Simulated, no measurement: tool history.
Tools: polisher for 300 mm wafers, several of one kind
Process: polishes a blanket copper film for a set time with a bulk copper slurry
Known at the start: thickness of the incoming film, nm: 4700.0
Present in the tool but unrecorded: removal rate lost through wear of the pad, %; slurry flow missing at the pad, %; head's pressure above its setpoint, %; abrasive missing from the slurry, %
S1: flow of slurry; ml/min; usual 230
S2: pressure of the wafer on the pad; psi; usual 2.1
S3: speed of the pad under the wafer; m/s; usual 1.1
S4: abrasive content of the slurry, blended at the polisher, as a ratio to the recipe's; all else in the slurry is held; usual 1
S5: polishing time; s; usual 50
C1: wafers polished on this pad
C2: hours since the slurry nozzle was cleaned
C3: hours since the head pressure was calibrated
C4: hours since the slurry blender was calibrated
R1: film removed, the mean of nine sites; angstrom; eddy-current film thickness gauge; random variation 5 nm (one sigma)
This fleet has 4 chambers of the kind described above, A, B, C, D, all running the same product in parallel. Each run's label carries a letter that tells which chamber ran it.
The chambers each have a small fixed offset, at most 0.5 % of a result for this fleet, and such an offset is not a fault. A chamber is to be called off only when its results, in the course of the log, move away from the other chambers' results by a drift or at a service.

At hour 3: chamber B: slurry nozzle cleaned.
At hour 4.5: chamber D: slurry blender recalibrated.
Run 1D, hour 9.6: usual settings; C1 323; C2 104.9; C3 51; C4 5.2. Result: R1 4061.9 angstrom.
At hour 12.1: chamber C: worn pad replaced by a new one.
At hour 12.4: chamber B: worn pad replaced by a new one.
Run 2A, hour 16.9: usual settings; C1 987; C2 664; C3 446.6; C4 176.9. Result: R1 4091.8 angstrom.
Run 3B, hour 24: usual settings; C1 168; C2 21.1; C3 146.4; C4 109.5. Result: R1 4078.2 angstrom.
Run 4C, hour 33.1: usual settings; C1 303; C2 198.7; C3 117.6; C4 102.4. Result: R1 4069.7 angstrom.
Run 5B, hour 45.6: usual settings but S3 1.32 m/s; C1 479; C2 42.7; C3 168; C4 131.1. Result: R1 4817.9 angstrom.
At hour 48.1: chamber D: worn pad replaced by a new one.
Run 6D, hour 52: usual settings but S3 1.32 m/s; C1 57; C2 147.3; C3 93.4; C4 47.6. Result: R1 4940.6 angstrom.
Run 7A, hour 63.1: usual settings but S3 1.32 m/s; C1 1653; C2 710.2; C3 492.8; C4 223.1. Result: R1 4821 angstrom.
At hour 75.1: chamber B: worn pad replaced by a new one.
Run 8C, hour 76: usual settings but S3 1.32 m/s; C1 922; C2 241.6; C3 160.5; C4 145.3. Result: R1 4800.2 angstrom.
Run 9B, hour 82.1: usual settings; C1 101; C2 79.2; C3 204.5; C4 167.6. Result: R1 4193 angstrom.
At hour 89.4: chamber A: slurry nozzle cleaned.
Run 10C, hour 90: usual settings; C1 1124; C2 255.6; C3 174.5; C4 159.3. Result: R1 4034.2 angstrom.
Run 11D, hour 97.6: usual settings; C1 715; C2 192.9; C3 139; C4 93.2. Result: R1 4047.4 angstrom.
At hour 105.9: chamber B: slurry blender recalibrated.
Run 12A, hour 108.7: usual settings; C1 2310; C2 19.4; C3 538.4; C4 268.7. Result: R1 3978 angstrom.
At hour 111.1: chamber D: worn pad replaced by a new one.
At hour 112.9: chamber C: worn pad replaced by a new one.
Run 13A, hour 115.6: usual settings but S2 1.5 psi; C1 2410; C2 26.3; C3 545.3; C4 275.6. Result: R1 2935.7 angstrom.
At hour 120.2: chamber A: slurry blender recalibrated.
Run 14D, hour 123: usual settings but S2 1.5 psi; C1 172; C2 218.3; C3 164.4; C4 118.6. Result: R1 2927 angstrom.
At hour 130.6: chamber B: worn pad replaced by a new one.
Run 15B, hour 131.3: usual settings but S2 1.5 psi; C1 10; C2 128.4; C3 253.7; C4 25.4. Result: R1 2836.7 angstrom.
Run 16C, hour 138.5: usual settings but S2 1.5 psi; C1 369; C2 304.1; C3 223; C4 207.8. Result: R1 2883.4 angstrom.
Run 17A, hour 145: usual settings; C1 2833; C2 55.7; C3 574.7; C4 24.9. Result: R1 4025.9 angstrom.
Run 18B, hour 154.6: usual settings but S2 2.6 psi, S3 0.9 m/s; C1 346; C2 151.7; C3 277; C4 48.7. Result: R1 4105 angstrom.
Run 19C, hour 164.8: usual settings but S2 2.6 psi, S3 0.9 m/s; C1 748; C2 330.4; C3 249.3; C4 234.1. Result: R1 3992.5 angstrom.
At hour 172.6: chamber D: worn pad replaced by a new one.
Run 20D, hour 173.5: usual settings but S2 2.6 psi, S3 0.9 m/s; C1 14; C2 268.8; C3 214.9; C4 169.1. Result: R1 4063.3 angstrom.
Run 21D, hour 181.2: usual settings but S2 2.6 psi, S3 0.9 m/s; C1 125; C2 276.5; C3 222.6; C4 176.8. Result: R1 4172.8 angstrom.
Run 22C, hour 189.3: usual settings; C1 1101; C2 354.9; C3 273.8; C4 258.6. Result: R1 4046.8 angstrom.
At hour 191.3: chamber B: head pressure recalibrated.
At hour 193.3: chamber B: worn pad replaced by a new one.
Run 23B, hour 200.3: usual settings; C1 100; C2 197.4; C3 9; C4 94.4. Result: R1 4024.6 angstrom.
Run 24A, hour 212.7: usual settings; C1 3809; C2 123.4; C3 642.4; C4 92.6. Result: R1 3861.9 angstrom.
At hour 214.8: chamber C: worn pad replaced by a new one.
Run 25A, hour 222.8: usual settings; C1 3955; C2 133.5; C3 652.5; C4 102.7. Result: R1 3777.6 angstrom.
Run 26D, hour 228.9: usual settings; C1 812; C2 324.2; C3 270.3; C4 224.5. Result: R1 4090.7 angstrom.
At hour 231.6: chamber B: slurry nozzle cleaned.
At hour 240.8: chamber D: worn pad replaced by a new one.
Run 27B, hour 240.8: usual settings; C1 684; C2 9.2; C3 49.5; C4 134.9. Result: R1 4067 angstrom.
Run 28C, hour 249.5: usual settings; C1 501; C2 415.1; C3 334; C4 318.8. Result: R1 4042.7 angstrom.
Run 29B, hour 256.7: usual settings; C1 914; C2 25.1; C3 65.4; C4 150.8. Result: R1 4054.1 angstrom.
At hour 261.4: chamber B: slurry blender recalibrated.
At hour 264.5: chamber B: worn pad replaced by a new one.
Run 30A, hour 264.9: usual settings but S2 1.5 psi; C1 4562; C2 175.6; C3 694.6; C4 144.8. Result: R1 2656.4 angstrom.
Run 31C, hour 272.4: usual settings but S2 1.5 psi; C1 831; C2 438; C3 356.9; C4 341.7. Result: R1 2884.8 angstrom.
Run 32D, hour 279.3: usual settings but S2 1.5 psi; C1 555; C2 374.6; C3 320.7; C4 274.9. Result: R1 2939.8 angstrom.
Run 33B, hour 288.8: usual settings but S2 1.5 psi; C1 351; C2 57.2; C3 97.5; C4 27.4. Result: R1 2921.8 angstrom.
Run 34A, hour 297.1: usual settings; C1 5026; C2 207.8; C3 726.8; C4 177. Result: R1 3771.3 angstrom.
At hour 301.6: chamber C: worn pad replaced by a new one.
Run 35D, hour 303.5: usual settings but S1 180 ml/min; C1 903; C2 398.8; C3 344.9; C4 299.1. Result: R1 3860.5 angstrom.
Run 36C, hour 312.7: usual settings but S1 180 ml/min; C1 161; C2 478.3; C3 397.2; C4 382. Result: R1 3866.1 angstrom.
Run 37A, hour 322.2: usual settings but S1 180 ml/min; C1 5388; C2 232.9; C3 751.9; C4 202.1. Result: R1 3494.2 angstrom.

Has any chamber moved away from the others, gradually or after a service, or does the common gauge drift, or do the chambers differ only by their own small steady offsets? State the chamber and the most likely cause if one applies.

One chamber, A, drifts off from the rest bit by bit.
Most likely cause: removal rate lost through wear of the pad, % = 10.4.
With only this log, it may be confused with: head's pressure below its setpoint, %; abrasive missing from the slurry, %.

Here are 4 candidates for chamber A's next run, each the usual settings with a change, their results left as question marks. Which one brings its results back in line with what the others give on the usual settings?
In-line tolerance around the mean of the other chambers on the usual settings: R1 170 angstrom
Run 38A-1, hour 331.5: usual settings but S1 235 ml/min, S2 2.3 psi, S3 1.2 m/s. Result: R1 ?.
Run 38A-2, hour 331.5: usual settings but S1 225 ml/min, S2 1.9 psi, S3 1 m/s. Result: R1 ?.
Run 38A-3, hour 331.5: usual settings but S2 1.9 psi. Result: R1 ?.
Run 38A-4, hour 331.5: usual settings but S3 1.16 m/s, S5 53 s. Result: R1 ?.

On the usual settings, the other chambers give on average: R1 4043.2 angstrom
  run      R1
38A-1  4349.5
38A-2    2967
38A-3  3275.4
38A-4  4053.9
38A-4 puts the chamber back in line with the other chambers.
